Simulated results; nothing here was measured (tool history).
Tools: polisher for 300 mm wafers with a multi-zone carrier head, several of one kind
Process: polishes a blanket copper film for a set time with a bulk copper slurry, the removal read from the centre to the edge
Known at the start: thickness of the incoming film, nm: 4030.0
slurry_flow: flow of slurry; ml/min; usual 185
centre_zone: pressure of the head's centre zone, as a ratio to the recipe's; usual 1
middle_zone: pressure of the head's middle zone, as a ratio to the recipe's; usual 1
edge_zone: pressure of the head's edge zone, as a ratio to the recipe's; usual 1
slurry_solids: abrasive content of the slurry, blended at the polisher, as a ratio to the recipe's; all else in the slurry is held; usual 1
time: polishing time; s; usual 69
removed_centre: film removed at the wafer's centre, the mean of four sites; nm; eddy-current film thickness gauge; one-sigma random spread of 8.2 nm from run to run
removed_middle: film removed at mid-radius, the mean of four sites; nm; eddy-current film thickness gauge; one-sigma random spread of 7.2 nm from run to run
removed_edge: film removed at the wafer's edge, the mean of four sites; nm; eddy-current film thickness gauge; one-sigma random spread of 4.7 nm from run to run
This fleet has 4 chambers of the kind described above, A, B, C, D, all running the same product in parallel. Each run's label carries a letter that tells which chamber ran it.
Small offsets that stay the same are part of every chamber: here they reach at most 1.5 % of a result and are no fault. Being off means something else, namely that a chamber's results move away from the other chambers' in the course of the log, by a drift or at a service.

run   hour  slurry_flow  centre_zone  middle_zone  edge_zone  slurry_solids  time  removed_centre  removed_middle  removed_edge
 1D    8.6          185            1            1          1              1    69          549.96          536.48        546.23
      13.9  -- chamber D: worn pad replaced by a new one
      14.8  -- chamber A: worn pad replaced by a new one
 2C   15.9          185            1            1          1              1    69          547.55          558.37        548.52
 3B     24          185            1            1          1              1    69          555.04          552.56        556.24
 4A   32.4          185            1            1          1              1    69          558.77          556.46        549.36
 5C   39.9          185         1.06            1       0.95              1    69          584.71          544.14        533.23
 6A   44.3          185         1.06            1       0.95              1    69          582.06          552.77         533.1
 7B     52          185         1.06            1       0.95              1    69           587.4          535.61        537.88
 8D   57.3          185         1.06            1       0.95              1    69          595.53          546.77        543.13
 9B   64.3          185            1            1          1              1    69          550.91          550.06        546.87
      69.5  -- chamber C: worn pad replaced by a new one
10C   70.5          185            1            1          1              1    69          560.14          538.85         548.2
11D   76.7          185         1.05            1          1              1    69          593.49          550.44           547
12A   82.4          185         1.05            1          1              1    69          602.45          536.22        557.12
13D   90.8          185         1.05            1          1              1    69          579.63          565.97         552.3
14C   98.5          185         1.05            1          1              1    69          570.42          556.23        551.14
15A    105          185         1.11            1          1              1    60          533.27          487.23        483.76
16B  109.8          185         1.11            1          1              1    60          526.51          478.03        473.96
17C  113.9          185         1.11            1          1              1    60          549.04          474.77        478.36
18A  120.7          185         1.11            1          1              1    60          545.11          474.05        492.13
       128  -- chamber A: edge zone pressure recalibrated
19D  128.4          185            1            1          1              1    69          547.12          538.11        556.71
       132  -- chamber B: worn pad replaced by a new one
20B  135.4          185            1            1          1              1    69          547.84          560.84        551.62
21B  142.4          185            1            1          1              1    69          537.22          553.21        548.48
22D  149.9          185            1            1          1              1    69          564.37          548.32        546.79
23C  155.6          185            1            1          1              1    69          566.56          539.68        550.03
24A  163.2          185            1            1          1              1    69          560.76          547.38        558.87
25A  168.1          185            1            1          1              1    69          551.95          549.41        562.56
     168.6  -- chamber A: worn pad replaced by a new one
26B  175.7          185            1         0.92          1              1    69          540.86          507.81        547.75
27D  182.9          185            1         0.92          1              1    69          536.69          508.76        553.85
     184.5  -- chamber B: slurry nozzle cleaned
     187.6  -- chamber C: worn pad replaced by a new one
28C  190.4          185            1         0.92          1              1    69          548.99           506.8        554.35
29C  197.9          185            1         0.92          1              1    69          564.81          506.94        553.65
     200.6  -- chamber D: worn pad replaced by a new one
30D  201.9          185            1            1          1              1    69          555.64          559.26        548.98
31A  210.2          185            1            1          1              1    69          567.35           539.2        561.24
32B    214          185            1            1          1              1    69          550.67          547.34        548.29
33B  220.8          185            1            1          1              1    69          543.68          547.95        544.71
34A  227.7          185            1         0.94          1              1    69             570          518.68        559.14
35D  232.6          185            1         0.94          1              1    69          537.04          515.08        550.73
36C  237.3          185            1         0.94          1              1    69          555.62          528.08        551.69
37D    242          185            1         0.94          1              1    69           554.6          530.26        550.14
38A  245.8          185            1            1          1              1    69          558.15          554.15        555.59
39C  250.1          185            1            1          1              1    69          556.85          546.43        556.29
40B  255.2          230            1            1       0.96              1    69          576.91          572.91         545.6
41A  259.5          230            1            1       0.96              1    69          588.56          550.29        552.21
42D  264.4          230            1            1       0.96              1    69          561.73          561.28        553.97

One chamber off, gauge drift, or nothing amiss beyond the chambers' own small offsets? If it is a chamber, which one, and what is the likeliest cause?

All chambers stay in line apart from their small fixed offsets, and the gauge does not drift.
